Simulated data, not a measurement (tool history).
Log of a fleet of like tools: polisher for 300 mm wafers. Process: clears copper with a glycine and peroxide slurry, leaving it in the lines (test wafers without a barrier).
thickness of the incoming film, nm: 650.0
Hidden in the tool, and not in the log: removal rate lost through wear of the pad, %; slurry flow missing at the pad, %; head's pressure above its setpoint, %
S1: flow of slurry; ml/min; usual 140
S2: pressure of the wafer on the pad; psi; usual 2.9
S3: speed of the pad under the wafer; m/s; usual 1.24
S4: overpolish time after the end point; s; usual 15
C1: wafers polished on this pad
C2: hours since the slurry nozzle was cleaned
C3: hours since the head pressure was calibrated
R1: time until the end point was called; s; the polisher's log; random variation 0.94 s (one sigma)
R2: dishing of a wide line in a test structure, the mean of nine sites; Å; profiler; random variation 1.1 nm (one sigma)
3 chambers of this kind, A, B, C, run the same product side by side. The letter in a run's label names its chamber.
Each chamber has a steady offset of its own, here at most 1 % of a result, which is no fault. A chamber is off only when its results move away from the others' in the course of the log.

{"run": "1B", "day": 0.429, "S1": 140, "S2": 2.9, "S3": 1.24, "S4": 15, "C1": 463, "C2": 46.7, "C3": 843.5, "R1": 110.63, "R2": 563.02}
{"run": "2A", "day": 0.871, "S1": 140, "S2": 2.9, "S3": 1.24, "S4": 15, "C1": 935, "C2": 260.0, "C3": 276.3, "R1": 107.39, "R2": 552.15}
{"run": "3C", "day": 1.292, "S1": 140, "S2": 2.9, "S3": 1.24, "S4": 15, "C1": 1256, "C2": 277.6, "C3": 811.3, "R1": 109.3, "R2": 557.05}
{"run": "4B", "day": 1.517, "S1": 140, "S2": 2.9, "S3": 1.24, "S4": 15, "C1": 632, "C2": 72.8, "C3": 869.6, "R1": 110.01, "R2": 566.32}
{"day": 1.546, "done": "chamber C: worn pad replaced by a new one"}
{"day": 1.742, "done": "chamber A: worn pad replaced by a new one"}
{"run": "5C", "day": 1.946, "S1": 140, "S2": 2.9, "S3": 1.24, "S4": 15, "C1": 62, "C2": 293.3, "C3": 827.0, "R1": 110.21, "R2": 558.63}
{"run": "6A", "day": 2.283, "S1": 140, "S2": 2.9, "S3": 1.24, "S4": 15, "C1": 84, "C2": 293.9, "C3": 310.2, "R1": 109.04, "R2": 543.47}
{"run": "7C", "day": 2.558, "S1": 125, "S2": 2.9, "S3": 1.24, "S4": 15, "C1": 157, "C2": 308.0, "C3": 841.7, "R1": 110.36, "R2": 546.26}
{"run": "8A", "day": 2.879, "S1": 125, "S2": 2.9, "S3": 1.24, "S4": 15, "C1": 176, "C2": 308.2, "C3": 324.5, "R1": 110.25, "R2": 525.07}
{"run": "9B", "day": 3.312, "S1": 125, "S2": 2.9, "S3": 1.24, "S4": 15, "C1": 911, "C2": 115.9, "C3": 912.7, "R1": 112.32, "R2": 533.78}
{"run": "10C", "day": 3.629, "S1": 140, "S2": 2.9, "S3": 1.24, "S4": 15, "C1": 324, "C2": 333.7, "C3": 867.4, "R1": 108.39, "R2": 553.91}
{"run": "11B", "day": 4.05, "S1": 120, "S2": 3.4, "S3": 1.24, "S4": 15, "C1": 1026, "C2": 133.6, "C3": 930.4, "R1": 98.88, "R2": 639.58}
{"day": 4.167, "done": "chamber B: worn pad replaced by a new one"}
{"run": "12A", "day": 4.321, "S1": 120, "S2": 3.4, "S3": 1.24, "S4": 15, "C1": 400, "C2": 342.8, "C3": 359.1, "R1": 99.297, "R2": 596.15}
{"run": "13B", "day": 4.596, "S1": 120, "S2": 3.4, "S3": 1.24, "S4": 15, "C1": 66, "C2": 146.7, "C3": 943.5, "R1": 96.492, "R2": 599.86}
{"day": 4.9, "done": "chamber C: slurry nozzle cleaned"}
{"run": "14A", "day": 5.017, "S1": 140, "S2": 2.9, "S3": 1.24, "S4": 15, "C1": 508, "C2": 359.5, "C3": 375.8, "R1": 107.92, "R2": 571.2}
{"run": "15C", "day": 5.483, "S1": 140, "S2": 2.9, "S3": 1.24, "S4": 15, "C1": 612, "C2": 14.0, "C3": 911.9, "R1": 108.12, "R2": 570.34}
{"run": "16B", "day": 5.754, "S1": 140, "S2": 2.9, "S3": 1.24, "S4": 15, "C1": 246, "C2": 174.5, "C3": 971.3, "R1": 106.44, "R2": 567.46}
{"run": "17A", "day": 6.15, "S1": 140, "S2": 2.9, "S3": 1.24, "S4": 15, "C1": 684, "C2": 386.7, "C3": 403.0, "R1": 107.17, "R2": 567.61}
{"run": "18C", "day": 6.542, "S1": 140, "S2": 2.9, "S3": 1.24, "S4": 15, "C1": 776, "C2": 39.4, "C3": 937.3, "R1": 109.72, "R2": 563.79}
{"run": "19B", "day": 6.896, "S1": 140, "S2": 2.9, "S3": 1.24, "S4": 15, "C1": 423, "C2": 201.9, "C3": 998.7, "R1": 105.45, "R2": 570.74}
{"day": 6.988, "done": "chamber B: slurry nozzle cleaned"}
{"run": "20C", "day": 7.196, "S1": 140, "S2": 2.9, "S3": 1.24, "S4": 15, "C1": 878, "C2": 55.1, "C3": 953.0, "R1": 106.06, "R2": 554.53}
{"run": "21A", "day": 7.55, "S1": 140, "S2": 2.9, "S3": 1.24, "S4": 15, "C1": 902, "C2": 420.3, "C3": 436.6, "R1": 110.06, "R2": 551.24}
{"run": "22A", "day": 7.946, "S1": 140, "S2": 2.9, "S3": 1.24, "S4": 15, "C1": 963, "C2": 429.8, "C3": 446.1, "R1": 108.25, "R2": 539.79}
{"run": "23B", "day": 8.417, "S1": 140, "S2": 2.9, "S3": 1.24, "S4": 15, "C1": 660, "C2": 34.4, "C3": 1035.2, "R1": 101.58, "R2": 575.34}
{"run": "24C", "day": 8.804, "S1": 140, "S2": 2.9, "S3": 1.24, "S4": 15, "C1": 1127, "C2": 93.7, "C3": 991.6, "R1": 108.21, "R2": 570.56}
{"day": 8.938, "done": "chamber A: worn pad replaced by a new one"}
{"run": "25C", "day": 9.038, "S1": 140, "S2": 2.9, "S3": 1.24, "S4": 15, "C1": 1164, "C2": 99.3, "C3": 997.2, "R1": 111.39, "R2": 549.31}
{"run": "26B", "day": 9.375, "S1": 140, "S2": 2.9, "S3": 1.24, "S4": 15, "C1": 808, "C2": 57.4, "C3": 1058.2, "R1": 101.37, "R2": 609.67}
{"run": "27A", "day": 9.729, "S1": 140, "S2": 2.9, "S3": 1.24, "S4": 15, "C1": 122, "C2": 472.6, "C3": 488.9, "R1": 108.75, "R2": 539.62}

Next, every chamber runs the same settings. What will each give?
{"run": "28A", "day": 10.071, "S1": 140, "S2": 2.9, "S3": 1.42, "S4": 15, "R1": "?", "R2": "?"}
{"run": "28B", "day": 10.071, "S1": 140, "S2": 2.9, "S3": 1.42, "S4": 15, "R1": "?", "R2": "?"}
{"run": "28C", "day": 10.071, "S1": 140, "S2": 2.9, "S3": 1.42, "S4": 15, "R1": "?", "R2": "?"}

run=28A R1=97.260 R2=582.50
run=28B R1=89.153 R2=653.07
run=28C R1=96.972 R2=603.13

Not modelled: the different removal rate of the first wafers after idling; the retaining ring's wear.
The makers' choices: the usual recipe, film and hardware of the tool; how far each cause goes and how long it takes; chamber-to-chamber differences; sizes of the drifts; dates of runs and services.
